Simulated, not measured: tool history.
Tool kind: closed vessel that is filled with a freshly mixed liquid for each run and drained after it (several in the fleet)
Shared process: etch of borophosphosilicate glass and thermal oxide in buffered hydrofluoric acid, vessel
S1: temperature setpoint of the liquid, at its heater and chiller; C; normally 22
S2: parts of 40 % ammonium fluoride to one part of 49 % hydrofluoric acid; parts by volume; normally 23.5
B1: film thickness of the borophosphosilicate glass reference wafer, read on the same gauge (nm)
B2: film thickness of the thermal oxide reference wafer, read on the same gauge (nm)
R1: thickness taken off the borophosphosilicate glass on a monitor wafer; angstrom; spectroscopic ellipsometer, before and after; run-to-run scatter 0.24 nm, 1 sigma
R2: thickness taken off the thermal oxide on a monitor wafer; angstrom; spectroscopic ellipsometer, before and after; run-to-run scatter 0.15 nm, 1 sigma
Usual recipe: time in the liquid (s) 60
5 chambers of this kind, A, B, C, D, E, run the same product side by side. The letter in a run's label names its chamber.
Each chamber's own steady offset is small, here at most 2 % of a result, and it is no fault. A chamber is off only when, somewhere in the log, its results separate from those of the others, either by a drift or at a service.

run 1C day=0.225 | S1=22 S2=23.5 time_in_the_liquid_(s)=60 | B1=140 B2=29.949 | R1=612.31 R2=313.67
run 2B day=0.608 | S1=22 S2=23.5 time_in_the_liquid_(s)=60 | B1=140 B2=29.994 | R1=622.87 R2=312.05
-- day=0.617 chamber A: hydrofluoric acid flow meter replaced
-- day=0.692 chamber D: thermometer replaced
run 3E day=0.938 | S1=22 S2=23.5 time_in_the_liquid_(s)=60 | B1=140 B2=30.009 | R1=617.88 R2=312.02
run 4D day=1.333 | S1=22 S2=23.5 time_in_the_liquid_(s)=60 | B1=140.02 B2=29.98 | R1=621.59 R2=314.13
run 5A day=1.621 | S1=22 S2=23.5 time_in_the_liquid_(s)=60 | B1=139.97 B2=29.998 | R1=630.18 R2=310.81
run 6A day=2.071 | S1=22 S2=23.5 time_in_the_liquid_(s)=60 | B1=140.01 B2=29.993 | R1=626.75 R2=310.69
run 7B day=2.488 | S1=19.5 S2=23.5 time_in_the_liquid_(s)=40 | B1=140.03 B2=29.985 | R1=362.17 R2=180.73
run 8E day=2.812 | S1=19.5 S2=23.5 time_in_the_liquid_(s)=40 | B1=139.99 B2=29.988 | R1=359.34 R2=180.55
run 9C day=3.117 | S1=19.5 S2=23.5 time_in_the_liquid_(s)=40 | B1=139.97 B2=29.974 | R1=355.9 R2=180.79
run 10D day=3.533 | S1=19.5 S2=23.5 time_in_the_liquid_(s)=40 | B1=140.01 B2=29.99 | R1=363.99 R2=181.81
run 11A day=3.762 | S1=19.5 S2=23.5 time_in_the_liquid_(s)=40 | B1=139.97 B2=29.985 | R1=361.56 R2=179.96
run 12E day=4.125 | S1=22 S2=23.5 time_in_the_liquid_(s)=60 | B1=139.97 B2=29.955 | R1=617.57 R2=312
run 13D day=4.442 | S1=22 S2=23.5 time_in_the_liquid_(s)=60 | B1=140.02 B2=30.01 | R1=623.18 R2=315.21
run 14B day=4.758 | S1=22 S2=23.5 time_in_the_liquid_(s)=60 | B1=139.99 B2=29.98 | R1=624.87 R2=312.32
run 15C day=5.046 | S1=22 S2=23.5 time_in_the_liquid_(s)=60 | B1=140.02 B2=29.983 | R1=610.5 R2=314.87
run 16B day=5.492 | S1=22 S2=23.5 time_in_the_liquid_(s)=60 | B1=139.99 B2=29.988 | R1=620.12 R2=312.13
run 17D day=5.883 | S1=22 S2=23.5 time_in_the_liquid_(s)=60 | B1=139.97 B2=29.989 | R1=621.98 R2=312.97
run 18A day=6.238 | S1=22 S2=23.5 time_in_the_liquid_(s)=60 | B1=140.01 B2=30.015 | R1=624.57 R2=311.23
run 19C day=6.504 | S1=22 S2=23.5 time_in_the_liquid_(s)=60 | B1=140.01 B2=29.972 | R1=611.41 R2=314.89
run 20E day=7.008 | S1=22 S2=23.5 time_in_the_liquid_(s)=60 | B1=140.02 B2=30.019 | R1=623.7 R2=311.72
run 21C day=7.504 | S1=22 S2=23.5 time_in_the_liquid_(s)=60 | B1=140 B2=30.019 | R1=611.49 R2=310.44
run 22E day=7.812 | S1=22 S2=23.5 time_in_the_liquid_(s)=60 | B1=140.02 B2=30 | R1=622.84 R2=310.26
run 23D day=8.246 | S1=22 S2=23.5 time_in_the_liquid_(s)=60 | B1=140.01 B2=29.994 | R1=623.44 R2=313.41
run 24B day=8.638 | S1=22 S2=23.5 time_in_the_liquid_(s)=60 | B1=140.01 B2=30.032 | R1=620.21 R2=311.8
run 25A day=9.117 | S1=22 S2=23.5 time_in_the_liquid_(s)=60 | B1=139.98 B2=29.99 | R1=627.51 R2=311.32
run 26A day=9.538 | S1=22 S2=23.5 time_in_the_liquid_(s)=60 | B1=139.98 B2=30.02 | R1=627.28 R2=312.48
run 27D day=9.775 | S1=22 S2=23.5 time_in_the_liquid_(s)=60 | B1=139.99 B2=29.995 | R1=619.3 R2=312.55
run 28B day=10.254 | S1=22 S2=23.5 time_in_the_liquid_(s)=60 | B1=139.99 B2=30.008 | R1=617.57 R2=312.02
-- day=10.417 chamber C: thermometer replaced
run 29C day=10.621 | S1=22 S2=23.5 time_in_the_liquid_(s)=60 | B1=139.98 B2=30.04 | R1=616.55 R2=313.6
run 30E day=10.946 | S1=22 S2=23.5 time_in_the_liquid_(s)=60 | B1=139.97 B2=29.981 | R1=623.66 R2=311.58
run 31E day=11.317 | S1=22 S2=23.5 time_in_the_liquid_(s)=60 | B1=140.01 B2=30.027 | R1=616.19 R2=312.81

The same settings go to every chamber for the next run, one line per chamber below. Forecast the results for each:
run 32A day=11.675 | S1=22 S2=23.5 time_in_the_liquid_(s)=60 | R1=? R2=?
run 32B day=11.675 | S1=22 S2=23.5 time_in_the_liquid_(s)=60 | R1=? R2=?
run 32C day=11.675 | S1=22 S2=23.5 time_in_the_liquid_(s)=60 | R1=? R2=?
run 32D day=11.675 | S1=22 S2=23.5 time_in_the_liquid_(s)=60 | R1=? R2=?
run 32E day=11.675 | S1=22 S2=23.5 time_in_the_liquid_(s)=60 | R1=? R2=?

run=32A R1=625.07 R2=314.08
run=32B R1=622.15 R2=312.49
run=32C R1=616.27 R2=315.06
run=32D R1=623.89 R2=314.44
run=32E R1=621.79 R2=311.81

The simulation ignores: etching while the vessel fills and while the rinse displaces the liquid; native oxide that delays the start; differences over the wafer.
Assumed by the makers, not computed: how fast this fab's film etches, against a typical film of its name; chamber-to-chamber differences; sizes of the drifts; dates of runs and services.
